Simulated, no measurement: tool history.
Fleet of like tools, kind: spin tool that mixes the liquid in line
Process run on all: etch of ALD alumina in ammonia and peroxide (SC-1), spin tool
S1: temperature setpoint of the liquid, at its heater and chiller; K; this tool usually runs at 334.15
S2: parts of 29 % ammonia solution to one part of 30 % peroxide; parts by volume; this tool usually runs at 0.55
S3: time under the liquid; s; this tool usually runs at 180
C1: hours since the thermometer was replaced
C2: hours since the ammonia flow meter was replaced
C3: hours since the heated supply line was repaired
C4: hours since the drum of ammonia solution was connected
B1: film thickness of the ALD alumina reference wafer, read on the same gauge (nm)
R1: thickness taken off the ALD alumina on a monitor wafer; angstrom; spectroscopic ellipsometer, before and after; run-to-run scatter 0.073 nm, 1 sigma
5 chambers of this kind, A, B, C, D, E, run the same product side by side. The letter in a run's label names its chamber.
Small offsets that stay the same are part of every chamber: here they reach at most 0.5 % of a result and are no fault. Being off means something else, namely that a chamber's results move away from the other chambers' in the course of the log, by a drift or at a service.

run,day,S1,S2,S3,C1,C2,C3,C4,B1,R1
1B,0.354,334.15,0.55,180,481.2,55.7,186.8,207.8,150.00,209.37
2C,0.621,334.15,0.55,180,948.8,222.9,273.9,674.4,150.00,208.37
3D,1.158,334.15,0.55,180,503.5,673.0,42.4,261.7,150.03,206.67
4A,1.733,334.15,0.55,180,308.0,886.7,1526.6,398.6,150.03,207.88
# day 1.783: chamber B: new drum of ammonia solution connected
5E,2.321,334.15,0.55,180,245.1,370.9,1661.1,192.6,150.00,207.95
6C,2.588,334.15,0.55,180,996.0,270.1,321.1,721.6,149.99,207.79
7A,2.971,334.15,0.55,180,337.7,916.4,1556.3,428.3,150.01,206.20
8D,3.554,334.15,0.55,180,561.0,730.5,99.9,319.2,149.98,207.85
# day 3.929: chamber C: new drum of ammonia solution connected
9B,4.025,334.15,0.55,220,569.3,143.8,274.9,53.9,150.04,255.75
10E,4.338,334.15,0.55,220,293.5,419.3,1709.5,241.0,150.02,253.81
11B,4.612,334.15,0.55,220,583.4,157.9,289.0,68.0,149.98,255.92
12A,4.996,334.15,0.55,220,386.3,965.0,1604.9,476.9,149.97,252.58
13C,5.454,334.15,0.55,220,1064.8,338.9,389.9,36.6,150.00,254.66
14D,5.900,334.15,0.55,180,617.3,786.8,156.2,375.5,150.00,208.07
15E,6.450,334.15,0.55,180,344.2,470.0,1760.2,291.7,149.98,208.38
16D,6.725,334.15,0.55,180,637.1,806.6,176.0,395.3,149.96,209.02
17B,7.071,334.15,0.75,280,642.4,216.9,348.0,127.0,149.96,335.43
18E,7.354,334.15,0.75,280,365.9,491.7,1781.9,313.4,149.99,332.52
19A,7.750,334.15,0.75,280,452.4,1031.1,1671.0,543.0,150.00,330.04
20C,8.117,334.15,0.75,280,1128.7,402.8,453.8,100.5,149.98,332.58
# day 8.354: chamber C: ammonia flow meter replaced
21E,8.696,334.15,0.75,280,398.1,523.9,1814.1,345.6,150.03,333.38
22C,9.046,334.15,0.55,180,1151.0,16.6,476.1,122.8,149.99,208.11
# day 9.362: chamber A: new drum of ammonia solution connected
23A,9.429,334.15,0.55,180,492.7,1071.4,1711.3,1.7,149.99,207.80
24D,9.712,334.15,0.55,180,708.8,878.3,247.7,467.0,149.97,208.97
# day 9.838: chamber B: new drum of ammonia solution connected
25B,10.079,334.15,0.55,180,714.6,289.1,420.2,5.9,149.97,209.67
26A,10.567,334.15,0.55,180,520.0,1098.7,1738.6,29.0,150.00,207.14
27C,10.883,334.15,0.75,280,1195.1,60.7,520.2,166.9,150.00,332.66
28D,11.400,334.15,0.75,280,749.3,918.8,288.2,507.5,150.04,339.80
29E,11.788,334.15,0.75,280,472.3,598.1,1888.3,419.8,150.03,333.95
30B,12.258,334.15,0.75,280,766.9,341.4,472.5,58.2,150.00,335.98
31C,12.512,334.15,0.75,280,1234.2,99.8,559.3,206.0,149.96,331.83
32A,12.958,334.15,0.55,180,577.4,1156.1,1796.0,86.4,149.98,205.77
33E,13.508,334.15,0.55,180,513.6,639.4,1929.6,461.1,149.99,206.91

Is one chamber off against the others, does the gauge drift, or is nothing wrong? If a chamber is off, say which, and what the likeliest cause is.

One chamber, D, drifts off from the rest bit by bit.
Most likely cause: liquid hotter than its thermometer reads (K) = 0.532.

Which of the 4 candidates below, each the usual settings with something changed and its results left as question marks, puts chamber D back in line with what the other chambers give on the usual settings?
Allowed miss from the other chambers' usual-settings mean, per result, to count as in line: R1 2.50 angstrom
34D-1,13.929,334.65,0.55,180,,,,,,?
34D-2,13.929,334.15,0.55,175,,,,,,?
34D-3,13.929,335.15,0.55,180,,,,,,?
34D-4,13.929,333.15,0.55,180,,,,,,?

Average result of the remaining chambers running the usual settings: R1 207.95 angstrom
run,R1
34D-1,219.41
34D-2,207.87
34D-3,225.13
34D-4,203.08
34D-2 puts the chamber back in line with the other chambers.
